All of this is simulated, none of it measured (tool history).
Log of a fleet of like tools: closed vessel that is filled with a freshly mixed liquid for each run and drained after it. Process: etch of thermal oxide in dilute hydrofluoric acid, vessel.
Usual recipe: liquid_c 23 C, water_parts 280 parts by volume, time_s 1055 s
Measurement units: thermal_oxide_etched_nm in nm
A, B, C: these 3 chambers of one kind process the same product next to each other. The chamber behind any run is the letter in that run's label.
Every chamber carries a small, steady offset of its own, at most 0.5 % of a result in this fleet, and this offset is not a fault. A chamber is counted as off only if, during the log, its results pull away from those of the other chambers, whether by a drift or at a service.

run	hour	liquid_c	water_parts	time_s	hours since the thermometer was replaced	hours since the hydrofluoric acid flow meter was replaced	read-back film thickness of the thermal oxide reference wafer, read on the same gauge (nm)	thermal_oxide_etched_nm
1C	8.8	23	280	1055	2182.7	410.3	69.989	14.816
2A	17	23	280	1055	1333	1503.5	70	14.624
3B	27.5	23	280	1055	160.4	572.9	69.996	14.989
4C	38.9	23	280	1055	2212.8	440.4	70.05	14.664
5A	50.1	23	280	1055	1366.1	1536.6	69.983	14.88
6B	64.7	23	280	1055	197.6	610.1	69.958	14.898
7B	71.3	23	280	1055	204.2	616.7	69.942	14.879
8A	85	23	280	1055	1401	1571.5	70.031	14.702
# hour 89.6: chamber B: hydrofluoric acid flow meter replaced
9C	93.8	23	280	1055	2267.7	495.3	69.995	14.83
10C	103	23	280	1055	2276.9	504.5	70.009	14.528
11A	116.1	23	280	1055	1432.1	1602.6	69.951	14.737
12B	125.4	23	375	1385	258.3	35.8	69.975	13.446
13B	136.8	23	375	1385	269.7	47.2	70.061	13.37
14A	149.5	23	375	1385	1465.5	1636	70.007	13.09
15C	162.6	23	280	1055	2336.5	564.1	70.032	14.86
16A	172	23	280	1055	1488	1658.5	70.026	14.72
17C	186.8	23	280	1055	2360.7	588.3	70	14.383
18B	201.1	23	280	1055	334	111.5	70.007	14.955
19A	212.9	23	280	1055	1528.9	1699.4	70.013	14.691
20B	219.3	19	280	1510	352.2	129.7	70.009	18.173
21C	227.1	19	280	1510	2401	628.6	69.998	17.864
22B	236	19	280	1510	368.9	146.4	69.988	18.194
23C	249.1	23	280	1055	2423	650.6	69.993	14.449
24A	262.7	23	280	1055	1578.7	1749.2	70.008	14.806
25C	270.3	23	280	1055	2444.2	671.8	70.002	14.395
26B	282	23	280	1055	414.9	192.4	70.046	14.79
# hour 288: chamber C: thermometer replaced
27A	289.3	23	280	1055	1605.3	1775.8	70.02	14.623
28A	301.6	21	165	1055	1617.6	1788.1	69.975	26.079
29C	310.2	21	165	1055	22.2	711.7	70.012	25.655
30B	318.9	21	165	1055	451.8	229.3	69.971	25.81
31B	326.4	23	280	1055	459.3	236.8	70.023	14.723
32A	338	23	280	1055	1654	1824.5	70.027	14.736
33C	351.4	18.5	280	1055	63.4	752.9	69.982	11.977
34C	358.7	18.5	280	1055	70.7	760.2	70.022	12.108
35B	366.6	18.5	280	1055	499.5	277	70.018	12.765
36A	379.5	23	280	1055	1695.5	1866	69.998	14.572

Next, every chamber runs the same settings. What will each give?
37A	390.2	23	280	815				?
37B	390.2	23	280	815				?
37C	390.2	23	280	815				?

run	thermal_oxide_etched_nm
37A	11.598
37B	11.384
37C	11.127

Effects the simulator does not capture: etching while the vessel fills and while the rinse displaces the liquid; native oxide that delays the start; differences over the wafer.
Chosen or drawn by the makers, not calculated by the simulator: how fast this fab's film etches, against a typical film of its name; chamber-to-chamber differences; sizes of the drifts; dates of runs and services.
